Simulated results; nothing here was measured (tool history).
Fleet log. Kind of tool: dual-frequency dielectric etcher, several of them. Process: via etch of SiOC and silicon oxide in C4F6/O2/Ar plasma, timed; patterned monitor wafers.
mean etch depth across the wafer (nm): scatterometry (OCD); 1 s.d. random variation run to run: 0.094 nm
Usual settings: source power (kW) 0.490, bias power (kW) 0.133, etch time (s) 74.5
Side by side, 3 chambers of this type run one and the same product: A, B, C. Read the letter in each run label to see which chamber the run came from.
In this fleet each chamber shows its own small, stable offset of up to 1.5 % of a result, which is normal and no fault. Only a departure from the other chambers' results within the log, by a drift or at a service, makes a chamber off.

run	hour	source power (kW)	bias power (kW)	etch time (s)	hours since the last wet clean	hours since the last source power generator calibration	hours since the last bias power generator calibration	read-back reference wafer on the same gauge, depth_nm	mean etch depth across the wafer (nm)
1A	4.8	0.490	0.133	74.5	332.3	3766.7	1013.0	83.511	83.035
2B	9.4	0.490	0.133	74.5	51.0	1131.7	3580.8	83.539	83.969
3C	12.3	0.490	0.133	74.5	273.2	212.2	3624.6	83.525	83.970
4B	14.7	0.490	0.133	74.5	56.3	1137.0	3586.1	83.552	84.090
5A	18.0	0.490	0.133	74.5	345.5	3779.9	1026.2	83.563	83.120
6C	21.8	0.490	0.133	74.5	282.7	221.7	3634.1	83.577	83.983
7B	24.7	0.490	0.133	74.5	66.3	1147.0	3596.1	83.609	83.857
8C	28.3	0.490	0.133	74.5	289.2	228.2	3640.6	83.628	83.819
9A	32.3	0.490	0.133	74.5	359.8	3794.2	1040.5	83.623	83.029
10A	34.4	0.490	0.133	74.5	361.9	3796.3	1042.6	83.644	82.953
11B	39.0	0.490	0.133	74.5	80.6	1161.3	3610.4	83.658	84.019
# hour 40.3: chamber B: bias power generator calibrated
12C	42.9	0.490	0.133	74.5	303.8	242.8	3655.2	83.676	83.972
13A	47.8	0.490	0.133	74.5	375.3	3809.7	1056.0	83.682	83.183
14B	50.9	0.580	0.133	83.0	92.5	1173.2	10.7	83.707	100.200
15C	55.3	0.580	0.133	83.0	316.2	255.2	3667.6	83.706	100.070
16C	57.6	0.580	0.133	83.0	318.5	257.5	3669.9	83.741	100.090
17A	61.9	0.490	0.133	74.5	389.4	3823.8	1070.1	83.742	83.379
18B	65.8	0.490	0.133	74.5	107.4	1188.1	25.6	83.746	84.070
19B	70.7	0.590	0.151	74.5	112.3	1193.0	30.5	83.766	93.969
20A	75.2	0.590	0.151	74.5	402.7	3837.1	1083.4	83.798	93.197
21C	77.9	0.590	0.151	74.5	338.8	277.8	3690.2	83.807	94.059
22A	82.5	0.490	0.133	74.5	410.0	3844.4	1090.7	83.797	83.482
23C	87.1	0.490	0.133	74.5	348.0	287.0	3699.4	83.811	84.270
24B	89.4	0.490	0.122	85.0	131.0	1211.7	49.2	83.844	93.665
25B	93.9	0.490	0.122	85.0	135.5	1216.2	53.7	83.875	93.640
26C	96.5	0.490	0.122	85.0	357.4	296.4	3708.8	83.862	93.501

Is one chamber out of step, is the gauge drifting, or do the chambers differ by no more than their own small offsets? For an off chamber, give its letter and the likeliest cause.

It is the gauge, not a chamber: its drift shows up in every chamber's results at once, and no chamber is off.
What lies behind it: gauge reads high (%) = 0.472.

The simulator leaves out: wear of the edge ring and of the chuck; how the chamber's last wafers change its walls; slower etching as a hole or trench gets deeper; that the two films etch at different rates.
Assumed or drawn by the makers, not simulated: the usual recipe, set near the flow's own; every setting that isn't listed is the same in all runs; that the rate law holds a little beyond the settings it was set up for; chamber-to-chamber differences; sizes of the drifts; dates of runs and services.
